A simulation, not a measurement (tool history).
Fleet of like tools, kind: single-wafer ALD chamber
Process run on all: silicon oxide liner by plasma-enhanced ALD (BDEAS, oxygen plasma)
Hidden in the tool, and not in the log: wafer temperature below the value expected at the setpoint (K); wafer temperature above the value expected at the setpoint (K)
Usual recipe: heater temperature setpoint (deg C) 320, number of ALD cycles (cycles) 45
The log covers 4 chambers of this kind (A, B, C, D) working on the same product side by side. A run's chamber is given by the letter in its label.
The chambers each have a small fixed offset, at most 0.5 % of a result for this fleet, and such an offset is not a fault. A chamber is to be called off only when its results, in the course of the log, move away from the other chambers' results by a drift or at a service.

| run | day | heater temperature setpoint (deg C) | number of ALD cycles (cycles) | hours since the last thermocouple change | read-back reference wafer on the same gauge, thickness_nm | mean film thickness on the monitor wafer (Å) |
|---|---|---|---|---|---|---|
| 1D | 0.475 | 320 | 45 | 624.7 | 3.3211 | 40.685 |
| 2C | 1.125 | 320 | 45 | 944.3 | 3.3215 | 40.792 |
| 3B | 1.654 | 320 | 45 | 2396 | 3.3203 | 40.785 |
| 4A | 1.967 | 320 | 45 | 684.1 | 3.3219 | 40.706 |
| 5D | 2.279 | 320 | 45 | 668 | 3.3223 | 40.69 |
| 6B | 2.85 | 320 | 45 | 2424.7 | 3.3228 | 40.792 |
| 7A | 3.246 | 320 | 53 | 714.8 | 3.3225 | 48.033 |
| 8C | 3.838 | 320 | 53 | 1009.4 | 3.3238 | 48.016 |
| 9C | 4.2 | 320 | 53 | 1018.1 | 3.3233 | 48.031 |
| 10D | 4.825 | 320 | 53 | 729.1 | 3.3235 | 47.889 |
| 11B | 5.254 | 320 | 45 | 2482.4 | 3.3245 | 40.836 |
| 12A | 5.825 | 320 | 45 | 776.7 | 3.325 | 40.733 |
|  | 5.917 | chamber C: thermocouple changed; heater temperature recalibrated |
| 13D | 6.388 | 320 | 45 | 766.6 | 3.3253 | 40.742 |
| 14A | 6.858 | 320 | 45 | 801.5 | 3.3258 | 40.731 |
| 15C | 7.375 | 320 | 45 | 35.1 | 3.326 | 40.835 |
|  | 7.908 | chamber B: thermocouple changed; heater temperature recalibrated |
| 16B | 8.021 | 320 | 45 | 2.8 | 3.3259 | 40.854 |
| 17A | 8.692 | 320 | 45 | 845.5 | 3.3268 | 40.71 |
| 18D | 9.108 | 320 | 45 | 831.9 | 3.3273 | 40.762 |
| 19B | 9.508 | 320 | 45 | 38.5 | 3.3274 | 40.917 |
| 20C | 10.183 | 320 | 45 | 102.5 | 3.3278 | 40.82 |
| 21C | 10.571 | 320 | 45 | 111.8 | 3.3285 | 40.878 |
| 22A | 10.879 | 320 | 45 | 898 | 3.3287 | 40.735 |
| 23D | 11.25 | 320 | 45 | 883.3 | 3.3281 | 40.756 |
| 24B | 11.921 | 320 | 45 | 96.4 | 3.3301 | 40.919 |
| 25C | 12.35 | 320 | 45 | 154.5 | 3.3295 | 40.843 |
| 26B | 12.954 | 310 | 51 | 121.2 | 3.3301 | 47.017 |
| 27D | 13.546 | 310 | 51 | 938.4 | 3.3308 | 46.875 |
| 28A | 13.871 | 310 | 51 | 969.8 | 3.3308 | 46.976 |
| 29B | 14.542 | 310 | 51 | 159.3 | 3.3313 | 47.024 |
| 30C | 14.917 | 320 | 50 | 216.1 | 3.3317 | 45.475 |
| 31A | 15.238 | 320 | 50 | 1002.6 | 3.3323 | 45.365 |
| 32D | 15.796 | 320 | 50 | 992.4 | 3.3323 | 45.482 |
|  | 16.029 | chamber A: thermocouple changed; heater temperature recalibrated |
| 33D | 16.275 | 320 | 50 | 1003.9 | 3.3323 | 45.345 |
| 34A | 16.775 | 320 | 45 | 18 | 3.3331 | 40.792 |
| 35C | 17.196 | 320 | 45 | 270.8 | 3.334 | 40.988 |
| 36B | 17.838 | 320 | 45 | 238.4 | 3.3341 | 40.979 |

For the next run the whole fleet of 4 chambers uses the same settings. Give each chamber's results:
| 37A | 18.321 | 320 | 45 |  |  | ? |
| 37B | 18.321 | 320 | 45 |  |  | ? |
| 37C | 18.321 | 320 | 45 |  |  | ? |
| 37D | 18.321 | 320 | 45 |  |  | ? |

| run | mean film thickness on the monitor wafer (Å) |
|---|---|
| 37A | 40.908 |
| 37B | 41.046 |
| 37C | 40.891 |
| 37D | 40.836 |
